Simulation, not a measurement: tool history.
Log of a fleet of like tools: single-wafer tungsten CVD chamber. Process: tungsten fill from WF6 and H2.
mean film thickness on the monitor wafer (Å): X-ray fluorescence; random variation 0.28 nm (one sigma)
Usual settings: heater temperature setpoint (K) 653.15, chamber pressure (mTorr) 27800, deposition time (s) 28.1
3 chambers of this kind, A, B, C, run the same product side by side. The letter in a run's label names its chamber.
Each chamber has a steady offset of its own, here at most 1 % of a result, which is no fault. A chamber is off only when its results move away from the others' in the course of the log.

run,hour,heater temperature setpoint (K),chamber pressure (mTorr),deposition time (s),"read-back reference wafer on the same gauge, thickness_nm",mean film thickness on the monitor wafer (Å)
1C,4.4,653.15,27800,28.1,45.8,530.68
2B,12,653.15,27800,28.1,45.805,536.07
3A,15.7,653.15,27800,28.1,45.779,537.32
4C,19.1,653.15,27800,28.1,45.794,530.93
5B,23.6,653.15,27800,28.1,45.81,537.67
6A,30.9,653.15,27800,28.1,45.748,535.52
7A,36.3,653.15,27800,28.1,45.794,536.19
8B,43.8,653.15,27800,28.1,45.81,530.4
9C,50.2,653.15,27800,28.1,45.774,536.53
10C,55.8,653.15,27800,28.1,45.796,529.93
11B,63.2,653.15,27800,28.1,45.79,532.91
# hour 65.9: chamber A: thermocouple changed; heater temperature recalibrated
12A,67.9,653.15,27800,28.1,45.854,508.76
13B,75,653.15,27800,28.1,45.781,534.65
14A,81.6,653.15,27800,28.1,45.768,509.78
15C,89.1,668.15,32500,28.1,45.813,771.02
16A,94.3,668.15,32500,28.1,45.82,741.62
17B,100.6,668.15,32500,28.1,45.797,769.26
18C,105.2,653.15,27800,28.1,45.846,535.71
19A,109.1,653.15,27800,28.1,45.802,513.72
20B,112.7,653.15,27800,28.1,45.833,534.11
21C,119.2,653.15,30900,32.3,45.783,649.1
22C,123.8,653.15,30900,32.3,45.838,639.5
23B,127.9,653.15,30900,32.3,45.851,644.57
24A,134.8,653.15,27800,28.1,45.785,509.92
25C,141.9,653.15,27800,28.1,45.835,530.7
26A,149.1,653.15,27800,28.1,45.797,507.23
27B,156.5,653.15,30700,28.1,45.8,561.08

All 3 chambers run these settings next. Forecast each chamber's results:
28A,161.9,661.15,27800,28.1,,?
28B,161.9,661.15,27800,28.1,,?
28C,161.9,661.15,27800,28.1,,?

run,mean film thickness on the monitor wafer (Å)
28A,602.27
28B,624.72
28C,623.95
